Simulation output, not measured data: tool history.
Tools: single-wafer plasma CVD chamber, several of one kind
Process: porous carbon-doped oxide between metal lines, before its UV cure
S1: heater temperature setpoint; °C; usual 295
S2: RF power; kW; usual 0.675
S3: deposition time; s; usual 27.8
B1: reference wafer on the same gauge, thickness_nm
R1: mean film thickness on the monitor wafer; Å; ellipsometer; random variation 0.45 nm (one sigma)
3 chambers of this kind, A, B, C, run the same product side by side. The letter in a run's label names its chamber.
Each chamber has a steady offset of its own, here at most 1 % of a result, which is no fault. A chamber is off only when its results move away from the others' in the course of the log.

run 1B hour=3.6 | S1=295 S2=0.675 S3=27.8 | B1=199.16 | R1=1907.4
run 2A hour=7.3 | S1=295 S2=0.675 S3=27.8 | B1=199.08 | R1=1899.7
run 3C hour=10.2 | S1=295 S2=0.675 S3=27.8 | B1=199.05 | R1=1893.9
run 4C hour=13 | S1=295 S2=0.675 S3=27.8 | B1=199.06 | R1=1890.8
run 5B hour=17.8 | S1=295 S2=0.675 S3=27.8 | B1=199.04 | R1=1908.4
run 6A hour=21.1 | S1=295 S2=0.675 S3=27.8 | B1=198.99 | R1=1890.9
run 7A hour=26.2 | S1=295 S2=0.675 S3=27.8 | B1=198.98 | R1=1896.8
run 8B hour=28.5 | S1=295 S2=0.675 S3=25.6 | B1=198.91 | R1=1756.2
run 9C hour=31.2 | S1=295 S2=0.675 S3=25.6 | B1=199.04 | R1=1744
run 10C hour=35.2 | S1=295 S2=0.675 S3=25.6 | B1=198.97 | R1=1743.9
run 11B hour=38.8 | S1=295 S2=0.675 S3=27.8 | B1=198.98 | R1=1906.3
run 12A hour=43.5 | S1=295 S2=0.675 S3=27.8 | B1=199.01 | R1=1892.9
run 13B hour=46.2 | S1=295 S2=0.675 S3=27.8 | B1=199.03 | R1=1894.4
run 14C hour=49.8 | S1=295 S2=0.675 S3=27.8 | B1=198.98 | R1=1890.8
run 15A hour=52.5 | S1=295 S2=0.675 S3=27.8 | B1=199.01 | R1=1890.8
run 16C hour=55.8 | S1=295 S2=0.675 S3=27.8 | B1=199.12 | R1=1895.3
run 17B hour=60.7 | S1=295 S2=0.675 S3=27.8 | B1=199 | R1=1897.6
run 18A hour=64.3 | S1=295 S2=0.675 S3=27.8 | B1=199.07 | R1=1894.4
run 19A hour=69.1 | S1=295 S2=0.675 S3=27.8 | B1=198.94 | R1=1890
run 20B hour=73.9 | S1=309 S2=0.675 S3=32.4 | B1=198.95 | R1=2032.1
run 21C hour=77.7 | S1=309 S2=0.675 S3=32.4 | B1=198.94 | R1=2024
run 22A hour=82.3 | S1=309 S2=0.675 S3=32.4 | B1=198.91 | R1=2039.3
run 23B hour=85.6 | S1=295 S2=0.675 S3=27.8 | B1=199.04 | R1=1904
run 24C hour=89 | S1=295 S2=0.675 S3=27.8 | B1=198.96 | R1=1890.7
run 25C hour=91.8 | S1=282 S2=0.675 S3=31.9 | B1=199.01 | R1=2350
run 26B hour=95.7 | S1=282 S2=0.675 S3=31.9 | B1=198.85 | R1=2366.6
run 27A hour=98.5 | S1=282 S2=0.675 S3=31.9 | B1=199.06 | R1=2338.1
-- hour=101.4 chamber A: thermocouple changed; heater temperature recalibrated
run 28C hour=102 | S1=306 S2=0.675 S3=27.8 | B1=198.99 | R1=1780.6
run 29B hour=105.7 | S1=306 S2=0.675 S3=27.8 | B1=198.88 | R1=1778.6
run 30A hour=109.8 | S1=306 S2=0.675 S3=27.8 | B1=198.8 | R1=1741
run 31A hour=113.8 | S1=295 S2=0.675 S3=27.8 | B1=198.99 | R1=1853.4
run 32C hour=116.9 | S1=295 S2=0.675 S3=27.8 | B1=198.99 | R1=1892.4
run 33B hour=120 | S1=295 S2=0.675 S3=27.8 | B1=199.06 | R1=1901.6
run 34B hour=123.5 | S1=295 S2=0.675 S3=27.8 | B1=199 | R1=1902.4
run 35A hour=127.9 | S1=295 S2=0.675 S3=27.8 | B1=199.02 | R1=1859.2
run 36C hour=130.5 | S1=295 S2=0.575 S3=27.8 | B1=199.03 | R1=1699.2
run 37A hour=133 | S1=295 S2=0.575 S3=27.8 | B1=198.97 | R1=1679.2
run 38C hour=137.2 | S1=295 S2=0.575 S3=27.8 | B1=199.19 | R1=1694.7
run 39B hour=140.5 | S1=295 S2=0.675 S3=27.8 | B1=199.02 | R1=1904.7
run 40C hour=145.3 | S1=295 S2=0.675 S3=27.8 | B1=199.09 | R1=1899.1
run 41B hour=150.2 | S1=295 S2=0.675 S3=27.8 | B1=198.94 | R1=1900.8
run 42A hour=155 | S1=295 S2=0.675 S3=27.8 | B1=198.95 | R1=1858.2
run 43A hour=158.8 | S1=295 S2=0.675 S3=27.8 | B1=199.03 | R1=1852.2

All 3 chambers run these settings next. Forecast each chamber's results:
run 44A hour=162.4 | S1=295 S2=0.675 S3=27.8 | R1=?
run 44B hour=162.4 | S1=295 S2=0.675 S3=27.8 | R1=?
run 44C hour=162.4 | S1=295 S2=0.675 S3=27.8 | R1=?

run=44A R1=1854.1
run=44B R1=1908.1
run=44C R1=1892.9
